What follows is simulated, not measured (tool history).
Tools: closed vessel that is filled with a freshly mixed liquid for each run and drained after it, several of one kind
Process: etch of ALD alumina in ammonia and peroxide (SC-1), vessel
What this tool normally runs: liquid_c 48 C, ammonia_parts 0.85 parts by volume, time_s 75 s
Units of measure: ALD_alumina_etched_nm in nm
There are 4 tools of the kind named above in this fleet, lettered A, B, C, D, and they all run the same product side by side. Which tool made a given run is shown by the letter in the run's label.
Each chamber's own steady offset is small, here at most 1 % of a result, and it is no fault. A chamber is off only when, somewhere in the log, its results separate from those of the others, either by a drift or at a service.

run,day,liquid_c,ammonia_parts,time_s,hours since the thermometer was replaced,hours since the ammonia flow meter was replaced,hours since the drum of ammonia solution was connected,"read-back film thickness of the ALD alumina reference wafer, read on the same gauge (nm)",ALD_alumina_etched_nm
1A,0.175,48,0.85,75,461.1,656.9,470.5,40.003,4.42
2B,0.325,48,0.85,75,374,927.1,416.7,39.989,4.3543
3D,0.446,48,0.85,75,2119.9,170.1,89.9,39.987,4.321
4C,0.562,48,0.85,75,640.1,833.2,181.2,40,4.3339
5A,0.733,48,0.75,60,474.5,670.3,483.9,40.015,3.4578
6D,0.883,48,0.75,60,2130.4,180.6,100.4,40.016,3.3987
7C,0.975,48,0.75,60,650,843.1,191.1,40.024,3.4795
# day 1.021: chamber A: ammonia flow meter replaced
8B,1.117,48,0.75,60,393,946.1,435.7,39.999,3.4234
9D,1.254,48,0.85,75,2139.3,189.5,109.3,39.958,4.3313
10C,1.425,48,0.85,75,660.8,853.9,201.9,39.986,4.3848
11B,1.538,48,0.85,75,403.1,956.2,445.8,39.969,4.2967
12A,1.7,51,0.85,75,497.7,16.3,507.1,40.022,5.1951
13B,1.821,51,0.85,75,409.9,963,452.6,40.031,5.1553
14C,1.992,51,0.85,75,674.4,867.5,215.5,39.971,5.183
15A,2.146,51,0.85,75,508.4,27,517.8,39.985,5.1995
16D,2.254,48,0.85,75,2163.3,213.5,133.3,40.016,4.3252
17B,2.433,48,0.85,75,424.6,977.7,467.3,39.999,4.3126
# day 2.458: chamber B: new drum of ammonia solution connected
18D,2.621,48,0.85,75,2172.1,222.3,142.1,40.017,4.3333
19A,2.717,48,0.85,75,522.1,40.7,531.5,39.985,4.3524
20C,2.862,48,0.85,75,695.3,888.4,236.4,40.005,4.2873
21C,3.062,48,0.85,75,700.1,893.2,241.2,40.004,4.2679
22A,3.188,48,0.85,75,533.4,52,542.8,40.01,4.383
23D,3.308,48,1,35,2188.6,238.8,158.6,40.002,2.0573
24B,3.488,48,1,35,449.9,1003,24.8,39.988,2.068
25A,3.604,48,1,35,543.4,62,552.8,40.013,2.1121
26D,3.725,48,1,35,2198.6,248.8,168.6,39.976,2.0753
27C,3.879,48,0.55,115,719.7,912.8,260.8,40.006,6.2044
28B,3.983,48,0.55,115,461.8,1014.9,36.7,40.013,6.4665
29A,4.15,48,0.55,115,556.5,75.1,565.9,40.005,6.5453
30B,4.325,48,0.55,115,470,1023.1,44.9,39.973,6.35
31C,4.417,48,0.85,75,732.6,925.7,273.7,39.995,4.2246
32D,4.588,58,0.85,75,2219.3,269.5,189.3,40.018,7.3963
33A,4.775,58,0.85,75,571.5,90.1,580.9,40.017,7.5866
34D,4.879,58,0.85,75,2226.3,276.5,196.3,39.982,7.3017
35C,4.988,58,0.85,75,746.3,939.4,287.4,40.018,7.1742
# day 5.079: chamber D: new drum of ammonia solution connected
36B,5.146,45,0.85,75,489.7,1042.8,64.6,40.017,3.6751
37D,5.308,45,0.85,75,2236.6,286.8,5.6,40.015,3.6967
38C,5.438,45,0.85,75,757.1,950.2,298.2,39.965,3.4469
39A,5.571,45,0.85,75,590.6,109.2,600,39.972,3.7455
40B,5.712,48,0.85,75,503.3,1056.4,78.2,40.01,4.3936
# day 5.871: chamber C: new drum of ammonia solution connected
41A,5.875,48,0.85,75,597.9,116.5,607.3,40.025,4.4579
42B,6.054,48,0.85,75,511.5,1064.6,86.4,39.991,4.3118
43C,6.25,48,0.85,75,776.6,969.7,9.2,40.026,4.0929
44D,6.454,48,0.85,75,2264.1,314.3,33.1,39.975,4.3087

All chambers now run identical settings, listed one chamber a line with results as question marks. What results will each chamber show?
45A,6.604,48,0.7,75,,,,,?
45B,6.604,48,0.7,75,,,,,?
45C,6.604,48,0.7,75,,,,,?
45D,6.604,48,0.7,75,,,,,?

run,ALD_alumina_etched_nm
45A,4.3703
45B,4.261
45C,3.9585
45D,4.2406
